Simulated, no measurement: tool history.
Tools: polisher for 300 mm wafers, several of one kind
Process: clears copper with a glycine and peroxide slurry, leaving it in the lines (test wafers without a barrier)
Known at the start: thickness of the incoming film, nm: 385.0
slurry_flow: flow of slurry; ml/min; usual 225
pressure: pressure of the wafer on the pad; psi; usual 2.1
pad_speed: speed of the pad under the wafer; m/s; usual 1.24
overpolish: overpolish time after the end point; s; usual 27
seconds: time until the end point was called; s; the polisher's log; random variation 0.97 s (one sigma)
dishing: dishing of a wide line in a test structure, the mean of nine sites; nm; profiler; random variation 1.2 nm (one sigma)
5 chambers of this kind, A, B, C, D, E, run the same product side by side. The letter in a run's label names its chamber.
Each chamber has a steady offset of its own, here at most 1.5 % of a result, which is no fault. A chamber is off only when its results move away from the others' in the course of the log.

run,hour,slurry_flow,pressure,pad_speed,overpolish,wafers polished on this pad,hours since the slurry nozzle was cleaned,hours since the head pressure was calibrated,seconds,dishing
# hour 1.0: chamber E: worn pad replaced by a new one
1E,9.5,225,2.1,1.24,27,70,270.6,421.9,63.944,84.236
2D,21.7,225,2.1,1.24,27,541,410.3,743.2,63.383,80.447
3C,34.4,225,2.1,1.24,27,727,583.2,974.5,64.397,80.713
4A,44.7,225,2.1,1.24,27,1348,158.0,619.1,65.890,79.667
# hour 51.8: chamber D: worn pad replaced by a new one
# hour 52.3: chamber B: worn pad replaced by a new one
5B,52.7,225,2.1,1.24,27,3,376.2,405.4,64.866,82.340
# hour 62.5: chamber A: worn pad replaced by a new one
6C,65.8,225,1.5,1.24,27,988,614.6,1005.9,85.342,69.663
7B,76.4,225,1.5,1.24,27,200,399.9,429.1,84.241,67.114
8D,84.9,225,1.5,1.24,27,275,473.5,806.4,84.457,69.454
# hour 86.4: chamber C: worn pad replaced by a new one
9E,96.2,225,1.5,1.24,27,790,357.3,508.6,82.605,69.389
10A,106.8,225,1.5,1.24,27,368,220.1,681.2,85.852,67.741
11E,116.5,225,2.1,1.24,27,959,377.6,528.9,66.576,81.262
# hour 119.7: chamber E: worn pad replaced by a new one
12B,132.9,225,2.1,1.24,27,669,456.4,485.6,67.562,81.351
# hour 138.3: chamber B: worn pad replaced by a new one
# hour 139.0: chamber D: worn pad replaced by a new one
13A,144.5,225,2.1,1.24,27,681,257.8,718.9,64.836,82.940
14C,159.8,225,2.1,1.62,38,610,708.6,1099.9,52.857,107.900
15D,175.8,225,2.1,1.62,38,306,564.4,897.3,52.637,107.830
# hour 177.6: chamber C: head pressure recalibrated
16B,183.7,225,2.1,1.62,38,377,507.2,536.4,51.827,105.990
17A,197.2,225,2.1,1.62,38,1119,310.5,771.6,51.605,106.960
# hour 204.6: chamber B: slurry nozzle cleaned
18D,209.9,225,2.1,1.62,38,589,598.5,931.4,52.041,107.240
# hour 210.1: chamber D: head pressure recalibrated
# hour 218.9: chamber D: worn pad replaced by a new one
# hour 222.2: chamber C: slurry nozzle cleaned
# hour 222.2: chamber A: worn pad replaced by a new one
19E,223.5,225,2.1,1.24,27,862,484.6,635.9,66.529,82.500
# hour 223.7: chamber C: worn pad replaced by a new one
# hour 232.3: chamber B: worn pad replaced by a new one
20C,237.2,225,2.1,1.24,27,112,15.0,59.7,70.930,78.306
# hour 244.7: chamber E: worn pad replaced by a new one
21B,245.9,225,2.1,1.24,27,113,41.4,598.6,68.132,82.803
22D,253.8,225,2.1,1.24,27,290,642.4,43.8,64.412,81.407
23A,261.5,225,2.1,1.24,27,326,374.8,835.9,65.962,81.600
24E,270.3,225,2.1,1.24,27,213,531.4,682.7,65.053,83.372
25C,285.8,225,2.1,1.24,27,516,63.6,108.3,70.830,78.981
26E,296.8,225,2.1,1.24,27,433,557.9,709.2,64.867,80.899
# hour 312.2: chamber D: worn pad replaced by a new one
27A,313.3,225,2.1,0.88,27,756,426.6,887.7,84.509,70.322
28B,325.5,225,2.1,0.88,27,774,121.0,678.2,87.520,69.384
# hour 329.6: chamber B: worn pad replaced by a new one
# hour 330.6: chamber D: slurry nozzle cleaned
29C,334.2,225,2.1,0.88,27,918,112.0,156.7,94.218,67.228
# hour 343.8: chamber E: worn pad replaced by a new one
30D,350.3,225,2.1,0.88,27,316,19.8,140.3,85.583,71.294
31D,363.9,225,2.1,0.88,27,429,33.4,153.9,86.508,69.580
32A,374.8,225,2.1,1.24,27,1267,488.1,949.2,64.660,82.074
# hour 376.0: chamber C: worn pad replaced by a new one
33C,389.3,225,2.1,1.24,27,110,167.1,211.8,70.444,78.229
# hour 397.1: chamber E: slurry nozzle cleaned
34B,401.2,225,2.1,1.24,27,595,196.7,753.9,65.087,84.212
35E,410.8,225,2.1,1.24,27,556,13.7,823.2,63.346,81.386
36B,420.9,225,2.1,1.24,27,758,216.4,773.6,65.393,82.673
# hour 421.2: chamber A: worn pad replaced by a new one
37A,428.8,225,2.1,1.24,27,63,542.1,1003.2,65.430,82.599

All 5 chambers run these settings next. Forecast each chamber's results:
38A,440.7,195,2.1,1.24,27,,,,?,?
38B,440.7,195,2.1,1.24,27,,,,?,?
38C,440.7,195,2.1,1.24,27,,,,?,?
38D,440.7,195,2.1,1.24,27,,,,?,?
38E,440.7,195,2.1,1.24,27,,,,?,?

run,seconds,dishing
38A,64.765,81.273
38B,65.072,82.461
38C,71.856,75.158
38D,65.265,81.522
38E,66.229,82.453
